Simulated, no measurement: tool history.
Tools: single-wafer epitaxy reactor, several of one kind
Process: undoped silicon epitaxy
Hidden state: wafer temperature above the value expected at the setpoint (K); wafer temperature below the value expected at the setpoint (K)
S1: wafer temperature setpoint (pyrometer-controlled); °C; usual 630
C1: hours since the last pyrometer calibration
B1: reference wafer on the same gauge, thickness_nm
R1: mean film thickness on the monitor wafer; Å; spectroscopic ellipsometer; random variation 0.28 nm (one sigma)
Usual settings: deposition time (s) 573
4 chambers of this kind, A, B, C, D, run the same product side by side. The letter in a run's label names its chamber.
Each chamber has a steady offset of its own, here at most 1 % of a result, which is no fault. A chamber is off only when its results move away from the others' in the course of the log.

{"run": "1A", "day": 0.217, "S1": 630, "deposition time (s)": 573, "C1": 1249.1, "B1": 63.981, "R1": 622.91}
{"run": "2B", "day": 0.342, "S1": 630, "deposition time (s)": 573, "C1": 2187.4, "B1": 64.002, "R1": 618.75}
{"run": "3D", "day": 0.612, "S1": 630, "deposition time (s)": 573, "C1": 175.2, "B1": 63.969, "R1": 619.26}
{"run": "4C", "day": 0.788, "S1": 630, "deposition time (s)": 573, "C1": 2037.8, "B1": 64.043, "R1": 611.8}
{"run": "5D", "day": 0.946, "S1": 630, "deposition time (s)": 573, "C1": 183.2, "B1": 63.987, "R1": 611.7}
{"run": "6A", "day": 1.2, "S1": 630, "deposition time (s)": 573, "C1": 1272.7, "B1": 63.956, "R1": 623.57}
{"run": "7B", "day": 1.467, "S1": 630, "deposition time (s)": 573, "C1": 2214.4, "B1": 64.022, "R1": 617.75}
{"day": 1.571, "done": "chamber C: pyrometer calibrated"}
{"run": "8C", "day": 1.729, "S1": 630, "deposition time (s)": 573, "C1": 3.9, "B1": 64.03, "R1": 608.64}
{"run": "9B", "day": 2.0, "S1": 630, "deposition time (s)": 573, "C1": 2227.2, "B1": 63.991, "R1": 619.59}
{"run": "10C", "day": 2.242, "S1": 630, "deposition time (s)": 573, "C1": 16.2, "B1": 63.945, "R1": 609.58}
{"run": "11D", "day": 2.429, "S1": 630, "deposition time (s)": 573, "C1": 218.8, "B1": 64.03, "R1": 613.9}
{"day": 2.592, "done": "chamber B: pyrometer calibrated"}
{"run": "12A", "day": 2.612, "S1": 630, "deposition time (s)": 573, "C1": 1306.6, "B1": 63.994, "R1": 626.53}
{"run": "13A", "day": 2.892, "S1": 630, "deposition time (s)": 573, "C1": 1313.3, "B1": 64.005, "R1": 626.65}
{"run": "14B", "day": 3.142, "S1": 630, "deposition time (s)": 573, "C1": 13.3, "B1": 63.937, "R1": 590.55}
{"run": "15D", "day": 3.329, "S1": 630, "deposition time (s)": 573, "C1": 240.4, "B1": 64.041, "R1": 617.81}
{"run": "16C", "day": 3.562, "S1": 630, "deposition time (s)": 472, "C1": 47.9, "B1": 63.999, "R1": 500.94}
{"run": "17C", "day": 3.7, "S1": 630, "deposition time (s)": 472, "C1": 51.2, "B1": 64.036, "R1": 498.23}
{"run": "18D", "day": 3.871, "S1": 630, "deposition time (s)": 472, "C1": 253.4, "B1": 64.025, "R1": 506.95}
{"run": "19A", "day": 4.129, "S1": 630, "deposition time (s)": 472, "C1": 1343, "B1": 63.999, "R1": 512.74}
{"run": "20B", "day": 4.342, "S1": 630, "deposition time (s)": 573, "C1": 42.1, "B1": 63.999, "R1": 586.13}
{"run": "21D", "day": 4.604, "S1": 626, "deposition time (s)": 501, "C1": 271, "B1": 64.026, "R1": 491.45}
{"run": "22B", "day": 4.8, "S1": 626, "deposition time (s)": 501, "C1": 53.1, "B1": 63.902, "R1": 464.73}
{"run": "23A", "day": 4.983, "S1": 626, "deposition time (s)": 501, "C1": 1363.5, "B1": 63.973, "R1": 494.5}
{"run": "24C", "day": 5.258, "S1": 626, "deposition time (s)": 501, "C1": 88.6, "B1": 64.012, "R1": 490.94}
{"run": "25B", "day": 5.4, "S1": 630, "deposition time (s)": 573, "C1": 67.5, "B1": 64.042, "R1": 584.96}
{"run": "26C", "day": 5.55, "S1": 630, "deposition time (s)": 573, "C1": 95.6, "B1": 64.056, "R1": 611.59}
{"run": "27A", "day": 5.7, "S1": 630, "deposition time (s)": 573, "C1": 1380.7, "B1": 64.069, "R1": 619.46}

Next, every chamber runs the same settings. What will each give?
{"run": "28A", "day": 5.9, "S1": 617, "deposition time (s)": 573, "R1": "?"}
{"run": "28B", "day": 5.9, "S1": 617, "deposition time (s)": 573, "R1": "?"}
{"run": "28C", "day": 5.9, "S1": 617, "deposition time (s)": 573, "R1": "?"}
{"run": "28D", "day": 5.9, "S1": 617, "deposition time (s)": 573, "R1": "?"}

run=28A R1=461.8
run=28B R1=431.89
run=28C R1=452.46
run=28D R1=456.95

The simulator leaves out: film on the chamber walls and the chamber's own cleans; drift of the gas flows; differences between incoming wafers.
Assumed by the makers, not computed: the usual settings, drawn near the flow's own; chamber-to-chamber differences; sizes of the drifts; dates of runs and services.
